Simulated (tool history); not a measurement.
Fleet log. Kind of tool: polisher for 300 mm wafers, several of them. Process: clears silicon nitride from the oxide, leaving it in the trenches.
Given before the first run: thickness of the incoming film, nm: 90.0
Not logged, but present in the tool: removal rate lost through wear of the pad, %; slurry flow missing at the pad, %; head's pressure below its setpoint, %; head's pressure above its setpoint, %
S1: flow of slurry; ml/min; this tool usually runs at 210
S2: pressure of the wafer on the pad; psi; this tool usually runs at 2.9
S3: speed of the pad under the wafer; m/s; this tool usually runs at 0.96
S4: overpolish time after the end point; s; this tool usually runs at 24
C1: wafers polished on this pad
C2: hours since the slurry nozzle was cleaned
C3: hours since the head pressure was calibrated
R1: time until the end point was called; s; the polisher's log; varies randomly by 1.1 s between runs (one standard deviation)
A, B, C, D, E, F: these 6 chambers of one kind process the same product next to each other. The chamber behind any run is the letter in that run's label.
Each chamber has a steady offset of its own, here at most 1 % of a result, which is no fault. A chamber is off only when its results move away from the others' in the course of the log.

Run 1F, day 0.179: usual settings; C1 487; C2 429.4; C3 321.1. Result: R1 86.801 s.
At day 0.312: chamber F: worn pad replaced by a new one.
At day 0.383: chamber F: head pressure recalibrated.
Run 2D, day 0.467: usual settings; C1 1320; C2 65.3; C3 149.4. Result: R1 84.15 s.
At day 0.646: chamber D: worn pad replaced by a new one.
At day 0.683: chamber E: worn pad replaced by a new one.
Run 3E, day 0.738: usual settings; C1 14; C2 252.2; C3 782.7. Result: R1 85.698 s.
Run 4C, day 1.05: usual settings; C1 361; C2 236.9; C3 578.5. Result: R1 83.896 s.
Run 5B, day 1.25: usual settings; C1 776; C2 213.5; C3 354.8. Result: R1 86.129 s.
Run 6A, day 1.421: usual settings but S3 0.66 m/s, S4 34 s; C1 643; C2 327.5; C3 622.1. Result: R1 120.68 s.
Run 7B, day 1.738: usual settings but S3 0.66 m/s, S4 34 s; C1 901; C2 225.2; C3 366.5. Result: R1 126.74 s.
At day 1.879: chamber B: worn pad replaced by a new one.
Run 8E, day 1.992: usual settings but S3 0.66 m/s, S4 34 s; C1 335; C2 282.3; C3 812.8. Result: R1 119.94 s.
Run 9D, day 2.258: usual settings but S3 0.66 m/s, S4 34 s; C1 413; C2 108.3; C3 192.4. Result: R1 122.12 s.
At day 2.275: chamber E: slurry nozzle cleaned.
Run 10C, day 2.517: usual settings but S3 0.66 m/s, S4 34 s; C1 737; C2 272.1; C3 613.7. Result: R1 122.53 s.
At day 2.608: chamber A: worn pad replaced by a new one.
At day 2.646: chamber F: worn pad replaced by a new one.
Run 11A, day 2.75: usual settings but S3 0.66 m/s, S4 34 s; C1 36; C2 359.4; C3 654. Result: R1 121.82 s.
Run 12F, day 2.938: usual settings; C1 75; C2 495.6; C3 61.3. Result: R1 87.293 s.
At day 2.967: chamber E: worn pad replaced by a new one.
Run 13A, day 3.125: usual settings; C1 132; C2 368.4; C3 663. Result: R1 82.339 s.
Run 14E, day 3.379: usual settings; C1 106; C2 26.6; C3 846.1. Result: R1 85.803 s.
Run 15B, day 3.529: usual settings; C1 422; C2 268.2; C3 409.5. Result: R1 83.425 s.
Run 16C, day 3.788: usual settings; C1 1062; C2 302.6; C3 644.2. Result: R1 83.927 s.
Run 17D, day 4.025: usual settings but S1 145 ml/min, S4 32 s; C1 865; C2 150.7; C3 234.8. Result: R1 90.294 s.
Run 18F, day 4.238: usual settings but S1 145 ml/min, S4 32 s; C1 408; C2 526.8; C3 92.5. Result: R1 91.102 s.
At day 4.308: chamber C: worn pad replaced by a new one.
Run 19F, day 4.5: usual settings but S1 145 ml/min, S4 32 s; C1 475; C2 533.1; C3 98.8. Result: R1 90.544 s.
Run 20E, day 4.7: usual settings but S1 145 ml/min, S4 32 s; C1 444; C2 58.3; C3 877.8. Result: R1 89.785 s.
Run 21A, day 4.85: usual settings but S1 145 ml/min, S4 32 s; C1 574; C2 409.8; C3 704.4. Result: R1 88.074 s.
Run 22B, day 4.992: usual settings but S1 145 ml/min, S4 32 s; C1 797; C2 303.3; C3 444.6. Result: R1 89.798 s.
At day 5.033: chamber E: worn pad replaced by a new one.
At day 5.162: chamber F: worn pad replaced by a new one.
Run 23D, day 5.3: usual settings but S2 2.1 psi; C1 1192; C2 181.3; C3 265.4. Result: R1 118.62 s.
At day 5.612: chamber B: worn pad replaced by a new one.
Run 24C, day 5.617: usual settings but S2 2.1 psi; C1 335; C2 346.5; C3 688.1. Result: R1 118.23 s.
Run 25D, day 5.771: usual settings but S2 2.1 psi; C1 1312; C2 192.6; C3 276.7. Result: R1 119.63 s.
Run 26E, day 6.088: usual settings but S2 2.1 psi; C1 270; C2 91.6; C3 911.1. Result: R1 116.06 s.
At day 6.188: chamber D: worn pad replaced by a new one.
Run 27B, day 6.275: usual settings but S2 2.1 psi; C1 170; C2 334.1; C3 475.4. Result: R1 117.88 s.
Run 28A, day 6.454: usual settings but S2 2.1 psi; C1 985; C2 448.3; C3 742.9. Result: R1 117.05 s.
Run 29C, day 6.725: usual settings; C1 619; C2 373.1; C3 714.7. Result: R1 83.459 s.
At day 6.775: chamber A: worn pad replaced by a new one.
Run 30F, day 6.908: usual settings but S3 1.14 m/s, S4 10 s; C1 447; C2 590.9; C3 156.6. Result: R1 70.082 s.
Run 31E, day 7.079: usual settings but S3 1.14 m/s, S4 10 s; C1 524; C2 115.4; C3 934.9. Result: R1 71.479 s.
Run 32D, day 7.396: usual settings but S3 1.14 m/s, S4 10 s; C1 310; C2 231.6; C3 315.7. Result: R1 69.933 s.
At day 7.442: chamber F: slurry nozzle cleaned.
At day 7.517: chamber F: worn pad replaced by a new one.
Run 33A, day 7.579: usual settings but S3 1.14 m/s, S4 10 s; C1 206; C2 475.3; C3 769.9. Result: R1 70.875 s.
Run 34F, day 7.767: usual settings but S3 1.14 m/s, S4 10 s; C1 64; C2 7.8; C3 177.2. Result: R1 71.823 s.
Run 35B, day 7.921: usual settings but S3 1.14 m/s, S4 10 s; C1 591; C2 373.6; C3 514.9. Result: R1 71.165 s.
Run 36C, day 8.233: usual settings; C1 1005; C2 409.3; C3 750.9. Result: R1 84.448 s.
Run 37B, day 8.425: usual settings; C1 720; C2 385.7; C3 527. Result: R1 86.397 s.
Run 38D, day 8.579: usual settings; C1 613; C2 260; C3 344.1. Result: R1 85.175 s.
Run 39F, day 8.792: usual settings but S1 185 ml/min, S3 1.16 m/s; C1 327; C2 32.4; C3 201.8. Result: R1 70.701 s.
Run 40C, day 9.012: usual settings but S1 185 ml/min, S3 1.16 m/s; C1 1205; C2 428; C3 769.6. Result: R1 71.214 s.
Run 41A, day 9.154: usual settings but S1 185 ml/min, S3 1.16 m/s; C1 609; C2 513.1; C3 807.7. Result: R1 69.76 s.

Each of the 6 chambers runs these same settings next. Fill in every chamber's results:
Run 42A, day 9.383: usual settings but S4 31 s. Result: R1 ?.
Run 42B, day 9.383: usual settings but S4 31 s. Result: R1 ?.
Run 42C, day 9.383: usual settings but S4 31 s. Result: R1 ?.
Run 42D, day 9.383: usual settings but S4 31 s. Result: R1 ?.
Run 42E, day 9.383: usual settings but S4 31 s. Result: R1 ?.
Run 42F, day 9.383: usual settings but S4 31 s. Result: R1 ?.

run      R1
42A  83.906
42B  85.532
42C  85.331
42D  85.603
42E  85.303
42F  84.481

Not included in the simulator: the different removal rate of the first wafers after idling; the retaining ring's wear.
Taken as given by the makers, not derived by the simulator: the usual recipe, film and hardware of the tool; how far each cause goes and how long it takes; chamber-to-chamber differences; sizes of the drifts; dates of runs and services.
